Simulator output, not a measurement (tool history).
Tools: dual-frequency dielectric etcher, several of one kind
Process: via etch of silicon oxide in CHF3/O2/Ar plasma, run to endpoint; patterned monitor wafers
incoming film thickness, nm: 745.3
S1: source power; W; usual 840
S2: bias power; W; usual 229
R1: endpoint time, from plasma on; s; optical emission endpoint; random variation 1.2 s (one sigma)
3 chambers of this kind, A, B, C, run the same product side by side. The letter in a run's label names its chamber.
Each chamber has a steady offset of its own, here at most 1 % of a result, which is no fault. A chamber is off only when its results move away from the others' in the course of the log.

Run 1A, hour 13.5: usual settings. Result: R1 304.55 s.
Run 2C, hour 20.1: usual settings. Result: R1 309.62 s.
Run 3B, hour 27.8: usual settings. Result: R1 304.08 s.
Run 4A, hour 39.9: usual settings. Result: R1 305.17 s.
Run 5B, hour 46.6: usual settings. Result: R1 305.40 s.
At hour 51.9: chamber A: wet clean of the chamber.
Run 6C, hour 58.3: usual settings. Result: R1 308.52 s.
Run 7B, hour 67.9: usual settings. Result: R1 307.30 s.
Run 8C, hour 78.9: usual settings. Result: R1 308.95 s.
Run 9A, hour 89.1: usual settings. Result: R1 304.24 s.
Run 10C, hour 100.0: usual settings. Result: R1 307.75 s.
Run 11B, hour 107.4: usual settings. Result: R1 305.16 s.
Run 12A, hour 120.0: usual settings. Result: R1 305.08 s.
Run 13B, hour 127.4: usual settings. Result: R1 302.48 s.
Run 14A, hour 136.5: usual settings. Result: R1 305.47 s.
Run 15C, hour 145.5: usual settings. Result: R1 306.68 s.
Run 16C, hour 151.5: usual settings. Result: R1 307.03 s.
At hour 158.2: chamber C: wet clean of the chamber.
Run 17A, hour 163.6: usual settings but S1 660 W, S2 248 W. Result: R1 324.33 s.
Run 18B, hour 173.7: usual settings but S1 660 W, S2 248 W. Result: R1 324.61 s.
Run 19A, hour 180.8: usual settings but S1 660 W, S2 248 W. Result: R1 325.56 s.
Run 20B, hour 191.7: usual settings but S1 700 W, S2 258 W. Result: R1 312.45 s.
Run 21C, hour 202.7: usual settings but S1 700 W, S2 258 W. Result: R1 314.59 s.
Run 22B, hour 215.3: usual settings but S1 700 W, S2 258 W. Result: R1 311.09 s.
Run 23C, hour 226.7: usual settings. Result: R1 305.57 s.
Run 24A, hour 238.8: usual settings but S1 680 W. Result: R1 330.77 s.
Run 25B, hour 246.3: usual settings but S1 680 W. Result: R1 330.43 s.
Run 26A, hour 258.8: usual settings but S1 680 W. Result: R1 330.24 s.
Run 27C, hour 272.3: usual settings. Result: R1 308.75 s.

What goes on in this fleet: one chamber off, a drifting gauge, or nothing beyond the chambers' own small offsets? Name the chamber and the cause, if any.

No chamber stands off beyond its own small offset, and the gauge holds steady.
